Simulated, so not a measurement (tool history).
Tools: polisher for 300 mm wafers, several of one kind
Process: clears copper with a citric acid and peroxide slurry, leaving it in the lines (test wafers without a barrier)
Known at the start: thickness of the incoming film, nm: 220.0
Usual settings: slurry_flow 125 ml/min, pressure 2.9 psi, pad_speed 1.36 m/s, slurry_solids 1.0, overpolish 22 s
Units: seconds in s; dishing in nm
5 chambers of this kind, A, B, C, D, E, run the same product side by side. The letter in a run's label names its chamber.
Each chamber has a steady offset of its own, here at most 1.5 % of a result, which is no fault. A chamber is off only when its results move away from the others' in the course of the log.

run	hour	slurry_flow	pressure	pad_speed	slurry_solids	overpolish	seconds	dishing
1B	3.6	125	2.9	1.36	1.0	22	62.793	43.650
2E	8.3	125	2.9	1.36	1.0	22	63.136	42.801
3A	13.1	125	2.9	1.36	1.0	22	65.039	42.975
4D	19.3	125	2.9	1.36	1.0	22	61.934	43.514
5C	24.5	125	2.9	1.36	1.0	22	64.277	42.890
# hour 30.6: chamber A: worn pad replaced by a new one
6C	30.9	125	2.9	1.36	1.0	22	64.883	43.280
7A	37.0	125	2.9	1.36	1.0	22	62.949	43.372
8E	41.2	125	2.9	1.36	1.0	22	65.799	43.665
9D	44.9	100	2.9	1.36	1.0	22	65.572	42.045
10B	49.0	100	2.9	1.36	1.0	22	70.142	41.831
11C	53.8	100	2.9	1.36	1.0	22	64.421	42.150
12D	57.5	100	2.9	1.36	1.0	22	68.291	42.160
13B	63.9	100	2.9	1.36	1.0	22	68.427	42.381
14E	69.0	125	2.9	1.36	1.0	22	65.106	42.226
15A	73.7	125	2.9	1.36	1.0	22	64.073	43.815
# hour 78.7: chamber E: worn pad replaced by a new one
16A	80.3	125	2.9	1.36	1.0	22	61.070	42.755
17E	86.3	125	2.9	1.36	1.0	22	64.996	42.659
18C	89.8	125	2.9	1.36	1.0	22	64.028	43.560
19D	94.7	155	1.9	1.36	1.0	22	92.231	32.674
# hour 99.3: chamber E: slurry blender recalibrated
20B	99.9	155	1.9	1.36	1.0	22	90.269	33.273
21D	104.3	155	1.9	1.36	1.0	22	92.691	33.146
22E	109.9	155	1.9	1.36	1.0	22	94.229	31.815
23C	113.4	155	1.9	1.36	1.0	22	95.577	32.444
24A	117.0	125	2.9	1.36	1.0	22	63.702	42.955
# hour 118.4: chamber B: worn pad replaced by a new one
25B	121.5	125	2.9	1.36	1.0	22	63.947	43.806
# hour 121.8: chamber D: slurry blender recalibrated
# hour 123.3: chamber D: worn pad replaced by a new one
26D	125.1	125	2.9	1.36	1.0	22	64.643	42.769
27B	130.6	125	2.9	1.36	1.0	22	64.457	44.100
28C	137.8	125	2.9	1.36	1.0	22	63.330	44.111
29E	143.6	95	2.9	1.36	1.0	22	68.966	41.481
30A	147.3	95	2.9	1.36	1.0	22	67.488	40.838
31D	151.8	95	2.9	1.36	1.0	22	69.285	41.680
32C	159.6	95	2.9	1.36	1.0	22	68.799	41.262
# hour 162.1: chamber A: worn pad replaced by a new one
33B	164.6	95	2.9	1.36	1.0	22	67.440	41.303
34A	170.4	125	2.9	1.36	1.0	14	65.863	30.458
# hour 174.1: chamber E: worn pad replaced by a new one
35E	177.2	125	2.9	1.36	1.0	14	64.113	31.147
36D	181.1	125	2.9	1.36	1.0	14	62.281	31.323
# hour 186.6: chamber C: worn pad replaced by a new one
37C	187.8	125	2.9	1.36	1.0	14	63.585	31.182
38B	194.6	125	2.9	1.36	1.0	14	64.673	30.777
39A	200.4	125	2.9	1.36	1.1	30	59.048	54.119

Is one chamber off against the others, does the gauge drift, or is nothing wrong? If a chamber is off, say which, and what the likeliest cause is.

No chamber stands off beyond its own small offset, and the gauge holds steady.
